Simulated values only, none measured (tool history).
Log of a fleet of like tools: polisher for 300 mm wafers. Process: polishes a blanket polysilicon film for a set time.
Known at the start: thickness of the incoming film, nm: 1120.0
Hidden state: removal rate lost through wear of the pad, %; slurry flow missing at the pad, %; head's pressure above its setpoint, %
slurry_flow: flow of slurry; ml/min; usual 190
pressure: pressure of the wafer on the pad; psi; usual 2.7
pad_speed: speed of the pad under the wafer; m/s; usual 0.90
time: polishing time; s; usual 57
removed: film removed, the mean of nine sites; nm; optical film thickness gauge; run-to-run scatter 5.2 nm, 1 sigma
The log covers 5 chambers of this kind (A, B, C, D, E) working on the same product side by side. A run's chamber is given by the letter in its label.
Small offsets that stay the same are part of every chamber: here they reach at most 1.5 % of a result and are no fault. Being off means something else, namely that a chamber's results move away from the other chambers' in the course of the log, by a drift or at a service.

run,day,slurry_flow,pressure,pad_speed,time,wafers polished on this pad,hours since the slurry nozzle was cleaned,hours since the head pressure was calibrated,removed
# day 0.212: chamber E: worn pad replaced by a new one
1C,0.296,190,2.7,0.90,57,905,173.2,1403.7,379.20
# day 0.388: chamber C: worn pad replaced by a new one
2A,0.604,190,2.7,0.90,57,1171,295.8,221.6,353.42
3D,0.958,190,2.7,0.90,57,949,594.7,186.2,357.85
# day 1.092: chamber D: worn pad replaced by a new one
# day 1.283: chamber A: worn pad replaced by a new one
4E,1.375,190,2.7,0.90,57,416,304.8,143.8,357.26
5B,1.933,190,2.7,0.80,57,756,337.5,253.5,321.59
6B,2.212,190,2.7,0.80,57,856,344.2,260.2,315.64
7A,2.629,190,2.7,0.80,57,482,344.4,270.2,322.13
# day 2.842: chamber C: worn pad replaced by a new one
# day 3.071: chamber B: worn pad replaced by a new one
8C,3.096,190,2.7,0.80,57,91,240.4,1470.9,320.79
9D,3.392,190,2.7,0.80,57,822,653.1,244.6,315.34
10E,3.717,190,3.0,0.78,57,1253,361.0,200.0,354.09
# day 4.038: chamber D: worn pad replaced by a new one
11B,4.042,190,3.0,0.78,57,348,388.1,304.1,347.92
12A,4.538,190,3.0,0.78,57,1164,390.2,316.0,355.14
# day 4.583: chamber E: worn pad replaced by a new one
13C,4.833,190,3.0,0.78,57,712,282.1,1512.6,353.03
# day 4.929: chamber D: slurry nozzle cleaned
14D,5.142,190,3.0,0.78,57,396,5.1,286.6,348.12
# day 5.200: chamber A: worn pad replaced by a new one
15E,5.617,190,2.7,0.90,57,370,406.6,245.6,361.83
# day 5.662: chamber C: worn pad replaced by a new one
# day 6.192: chamber C: head pressure recalibrated
16D,6.200,230,2.7,0.90,57,774,30.5,312.0,360.71
17A,6.488,230,2.7,0.90,57,460,437.0,362.8,367.96
# day 6.738: chamber B: worn pad replaced by a new one
18C,6.788,230,2.7,0.90,57,403,329.0,14.3,375.30
19E,7.112,230,2.7,0.90,57,905,442.5,281.5,377.24
# day 7.688: chamber D: worn pad replaced by a new one
20B,7.688,230,2.7,0.90,57,340,475.6,391.6,365.60
21D,8.029,190,2.7,0.90,57,122,74.4,355.9,362.14
# day 8.400: chamber C: worn pad replaced by a new one
22E,8.604,190,3.2,0.90,41,1439,478.3,317.3,307.27
# day 8.958: chamber E: worn pad replaced by a new one
# day 9.012: chamber A: worn pad replaced by a new one
23A,9.071,190,3.2,0.90,41,21,499.0,424.8,311.83
24C,9.338,190,3.2,0.90,41,336,390.2,75.5,314.11
# day 9.517: chamber E: head pressure recalibrated
25B,9.658,190,3.2,0.90,41,1045,522.9,438.9,314.91
26C,10.125,190,3.2,0.90,41,618,409.1,94.4,305.47
27A,10.412,190,2.7,0.90,57,501,531.2,457.0,358.30
# day 10.488: chamber D: worn pad replaced by a new one
28E,10.783,190,2.7,0.90,57,653,530.6,30.5,357.90
# day 10.962: chamber B: worn pad replaced by a new one
29D,11.108,190,2.7,0.90,57,222,148.3,429.8,356.13
# day 11.429: chamber C: worn pad replaced by a new one
30B,11.692,190,2.7,0.90,57,261,571.7,487.7,349.03
31E,12.046,190,2.7,0.90,57,1105,560.9,60.8,359.70
32D,12.304,190,2.7,0.90,57,650,177.0,458.5,351.47
# day 12.517: chamber A: worn pad replaced by a new one
33B,12.821,240,2.7,0.90,57,665,598.8,514.8,378.38
34A,13.092,240,2.7,0.90,57,207,595.5,521.3,365.55
35C,13.454,240,2.7,0.90,57,724,489.0,174.3,369.85

Does one chamber stand apart from the rest, does the shared gauge drift, or is all well apart from small per-chamber offsets? Give the chamber and the most likely cause, where there is one.

All chambers stay in line apart from their small fixed offsets, and the gauge does not drift.
